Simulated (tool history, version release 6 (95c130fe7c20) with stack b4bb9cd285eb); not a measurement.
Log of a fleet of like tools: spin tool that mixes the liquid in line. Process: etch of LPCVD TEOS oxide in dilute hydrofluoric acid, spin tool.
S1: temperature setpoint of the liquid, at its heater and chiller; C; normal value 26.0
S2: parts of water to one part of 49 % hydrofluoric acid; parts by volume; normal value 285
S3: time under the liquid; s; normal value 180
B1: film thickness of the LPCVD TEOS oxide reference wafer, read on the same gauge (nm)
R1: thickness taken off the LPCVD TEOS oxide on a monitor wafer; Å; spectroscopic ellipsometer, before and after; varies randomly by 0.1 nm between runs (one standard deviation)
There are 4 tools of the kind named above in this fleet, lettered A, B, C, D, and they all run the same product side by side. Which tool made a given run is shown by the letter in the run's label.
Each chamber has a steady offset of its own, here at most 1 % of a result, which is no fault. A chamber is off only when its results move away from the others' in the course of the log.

run	day	S1	S2	S3	B1	R1
1C	0.192	26.0	285	180	79.969	146.000
2D	0.317	26.0	285	180	79.987	148.610
3A	0.504	26.0	285	180	80.020	147.140
4B	0.633	26.0	285	180	80.009	148.230
5B	0.833	26.0	285	180	79.984	149.180
# day 0.846: chamber B: hydrofluoric acid flow meter replaced
6A	1.025	26.0	285	180	80.014	147.630
7C	1.133	26.0	285	180	79.991	147.740
8D	1.262	26.0	285	180	80.015	147.550
9C	1.383	26.0	285	180	80.034	149.360
10D	1.504	26.0	285	180	79.998	147.400
11A	1.679	26.0	285	180	80.006	146.700
12B	1.833	26.0	285	180	79.998	145.600
13D	1.938	26.0	285	180	79.976	147.570
14B	2.079	30.5	285	180	80.002	171.570
15C	2.225	30.5	285	180	79.974	176.970
16A	2.383	30.5	285	180	79.955	172.180
17A	2.500	30.5	285	180	79.987	173.520
18B	2.708	26.0	285	180	79.981	147.640
19D	2.904	26.0	285	180	80.000	148.060
20C	3.008	28.5	335	180	80.009	135.230
21D	3.200	28.5	335	180	80.017	129.910
22B	3.292	28.5	335	180	80.016	129.810
23C	3.417	28.5	335	180	79.988	136.880
24A	3.604	26.0	285	180	79.982	147.580
25C	3.750	26.0	285	180	80.018	156.140
26A	3.858	26.0	285	180	80.001	148.150
27B	3.979	26.0	285	180	80.004	147.070
28D	4.154	26.0	285	180	80.014	149.420
29D	4.296	26.0	285	85	79.983	69.907
30A	4.429	26.0	285	85	80.014	70.418
31C	4.583	26.0	285	85	80.004	75.002
32B	4.775	26.0	285	85	80.003	69.524
33B	4.933	26.0	285	180	80.032	146.650
34C	5.129	26.0	285	180	80.005	159.820
35D	5.288	26.0	285	180	79.969	146.750
36A	5.412	26.0	405	180	79.997	92.394
37C	5.517	26.0	405	180	79.986	101.450

What goes on in this fleet: one chamber off, a drifting gauge, or nothing beyond the chambers' own small offsets? Name the chamber and the cause, if any.

Little by little, chamber C moves away from the other chambers.
Cause: hydrofluoric acid flow above the setpoint (%) = 7.34.
It could be hard to tell apart here from: liquid hotter than its thermometer reads (K).

Which of the 4 candidates below, each the usual settings with something changed and its results left as question marks, puts chamber C back in line with what the other chambers give on the usual settings?
A result is in line if it is within this distance of the other chambers' mean on the usual settings: R1 3.500 Å
38C-1	5.667	26.0	305	165		?
38C-2	5.667	26.0	285	165		?
38C-3	5.667	26.0	285	195		?
38C-4	5.667	26.0	285	215		?

What the other chambers average on the usual settings: R1 147.710 Å
run	R1
38C-1	134.520
38C-2	146.680
38C-3	173.350
38C-4	191.130
The answer is 38C-2, which returns the chamber to within the allowed miss of the others.
